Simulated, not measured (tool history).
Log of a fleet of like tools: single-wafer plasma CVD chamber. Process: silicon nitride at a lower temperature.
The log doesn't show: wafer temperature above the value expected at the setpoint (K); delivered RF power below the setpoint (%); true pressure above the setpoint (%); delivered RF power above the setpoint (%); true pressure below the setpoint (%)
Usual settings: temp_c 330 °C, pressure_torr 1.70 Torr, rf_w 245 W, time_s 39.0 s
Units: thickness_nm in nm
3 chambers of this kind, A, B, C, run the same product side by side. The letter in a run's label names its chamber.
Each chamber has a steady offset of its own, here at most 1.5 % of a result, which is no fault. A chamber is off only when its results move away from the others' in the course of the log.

| run | hour | temp_c | pressure_torr | rf_w | time_s | hours since the last thermocouple change | hours since the last RF generator calibration | hours since the last manometer calibration | read-back reference wafer on the same gauge, thickness_nm | thickness_nm |
|---|---|---|---|---|---|---|---|---|---|---|
| 1A | 3.2 | 330 | 1.70 | 245 | 39.0 | 158.2 | 486.3 | 267.5 | 33.732 | 41.130 |
| 2B | 5.8 | 330 | 1.70 | 245 | 39.0 | 810.1 | 797.4 | 1889.8 | 33.735 | 40.432 |
| 3C | 8.8 | 330 | 1.70 | 245 | 39.0 | 1324.3 | 666.6 | 1254.7 | 33.704 | 40.693 |
| 4B | 13.2 | 330 | 1.70 | 245 | 39.0 | 817.5 | 804.8 | 1897.2 | 33.701 | 40.591 |
| 5C | 18.6 | 330 | 1.70 | 205 | 39.0 | 1334.1 | 676.4 | 1264.5 | 33.705 | 35.576 |
| 6A | 23.5 | 330 | 1.70 | 205 | 39.0 | 178.5 | 506.6 | 287.8 | 33.692 | 36.020 |
| 7C | 28.8 | 330 | 1.70 | 205 | 39.0 | 1344.3 | 686.6 | 1274.7 | 33.689 | 35.589 |
| 8A | 31.8 | 330 | 1.70 | 245 | 39.0 | 186.8 | 514.9 | 296.1 | 33.684 | 41.214 |
| 9B | 37.4 | 330 | 1.70 | 245 | 39.0 | 841.7 | 829.0 | 1921.4 | 33.675 | 40.334 |
| 10C | 42.9 | 330 | 1.70 | 245 | 39.0 | 1358.4 | 700.7 | 1288.8 | 33.710 | 40.584 |
| 11A | 46.6 | 330 | 1.70 | 245 | 39.0 | 201.6 | 529.7 | 310.9 | 33.710 | 41.027 |
|  | 48.9 | chamber B: capacitance manometer re-zeroed and calibrated |
| 12B | 49.2 | 330 | 1.70 | 245 | 39.0 | 853.5 | 840.8 | 0.4 | 33.711 | 40.360 |
| 13B | 52.5 | 330 | 1.70 | 245 | 39.0 | 856.8 | 844.1 | 3.7 | 33.702 | 40.600 |
| 14A | 56.1 | 330 | 1.53 | 245 | 39.0 | 211.1 | 539.2 | 320.4 | 33.721 | 40.035 |
| 15C | 59.9 | 330 | 1.53 | 245 | 39.0 | 1375.4 | 717.7 | 1305.8 | 33.715 | 39.441 |
| 16A | 64.8 | 330 | 1.53 | 245 | 39.0 | 219.8 | 547.9 | 329.1 | 33.712 | 39.980 |
| 17C | 68.7 | 330 | 1.70 | 245 | 39.0 | 1384.2 | 726.5 | 1314.6 | 33.695 | 40.562 |
|  | 71.6 | chamber B: RF generator calibrated |
| 18B | 72.5 | 330 | 1.70 | 245 | 39.0 | 876.8 | 1.0 | 23.7 | 33.683 | 40.518 |
| 19C | 75.5 | 324 | 1.70 | 245 | 35.1 | 1391.0 | 733.3 | 1321.4 | 33.711 | 36.574 |
| 20A | 78.2 | 324 | 1.70 | 245 | 35.1 | 233.2 | 561.3 | 342.5 | 33.701 | 37.126 |
| 21B | 82.8 | 324 | 1.70 | 245 | 35.1 | 887.1 | 11.3 | 34.0 | 33.698 | 36.458 |
| 22C | 85.4 | 330 | 1.70 | 245 | 39.0 | 1400.9 | 743.2 | 1331.3 | 33.687 | 40.343 |
| 23B | 89.4 | 330 | 1.70 | 245 | 39.0 | 893.7 | 17.9 | 40.6 | 33.699 | 40.462 |
| 24A | 94.8 | 330 | 1.70 | 245 | 39.0 | 249.8 | 577.9 | 359.1 | 33.711 | 41.097 |
| 25B | 98.5 | 330 | 1.70 | 245 | 39.0 | 902.8 | 27.0 | 49.7 | 33.695 | 40.492 |
| 26C | 104.1 | 330 | 1.70 | 245 | 39.0 | 1419.6 | 761.9 | 1350.0 | 33.709 | 40.559 |
| 27A | 108.4 | 330 | 1.70 | 245 | 39.0 | 263.4 | 591.5 | 372.7 | 33.713 | 41.060 |
| 28C | 112.6 | 330 | 1.70 | 245 | 39.0 | 1428.1 | 770.4 | 1358.5 | 33.718 | 40.637 |
| 29A | 115.4 | 330 | 1.70 | 245 | 39.0 | 270.4 | 598.5 | 379.7 | 33.718 | 41.159 |
|  | 119.2 | chamber C: capacitance manometer re-zeroed and calibrated |
| 30B | 121.2 | 330 | 1.70 | 245 | 39.0 | 925.5 | 49.7 | 72.4 | 33.701 | 40.523 |
| 31B | 125.2 | 330 | 1.70 | 245 | 39.0 | 929.5 | 53.7 | 76.4 | 33.702 | 40.559 |
| 32A | 129.8 | 330 | 1.70 | 245 | 39.0 | 284.8 | 612.9 | 394.1 | 33.705 | 41.121 |
| 33C | 135.5 | 330 | 1.70 | 245 | 39.0 | 1451.0 | 793.3 | 16.3 | 33.714 | 39.645 |
| 34C | 139.6 | 341 | 1.51 | 245 | 39.0 | 1455.1 | 797.4 | 20.4 | 33.694 | 38.266 |
| 35B | 143.4 | 341 | 1.51 | 245 | 39.0 | 947.7 | 71.9 | 94.6 | 33.685 | 39.028 |
| 36A | 149.0 | 341 | 1.51 | 245 | 39.0 | 304.0 | 632.1 | 413.3 | 33.715 | 39.517 |
| 37A | 152.8 | 330 | 1.70 | 245 | 39.0 | 307.8 | 635.9 | 417.1 | 33.700 | 41.196 |
| 38C | 157.8 | 330 | 1.70 | 200 | 39.0 | 1473.3 | 815.6 | 38.6 | 33.685 | 34.265 |
| 39B | 161.4 | 330 | 1.70 | 200 | 39.0 | 965.7 | 89.9 | 112.6 | 33.712 | 34.929 |
| 40C | 164.1 | 330 | 1.70 | 200 | 39.0 | 1479.6 | 821.9 | 44.9 | 33.710 | 34.260 |
| 41A | 169.5 | 330 | 1.70 | 245 | 39.0 | 324.5 | 652.6 | 433.8 | 33.695 | 41.079 |
| 42B | 175.0 | 330 | 2.11 | 245 | 39.0 | 979.3 | 103.5 | 126.2 | 33.711 | 42.719 |
| 43C | 180.4 | 330 | 2.11 | 245 | 39.0 | 1495.9 | 838.2 | 61.2 | 33.695 | 41.982 |
| 44B | 184.5 | 330 | 2.11 | 245 | 39.0 | 988.8 | 113.0 | 135.7 | 33.700 | 42.851 |

Next, every chamber runs the same settings. What will each give?
| 45A | 188.7 | 330 | 1.70 | 225 | 39.0 |  |  |  |  | ? |
| 45B | 188.7 | 330 | 1.70 | 225 | 39.0 |  |  |  |  | ? |
| 45C | 188.7 | 330 | 1.70 | 225 | 39.0 |  |  |  |  | ? |

| run | thickness_nm |
|---|---|
| 45A | 38.688 |
| 45B | 38.077 |
| 45C | 37.460 |
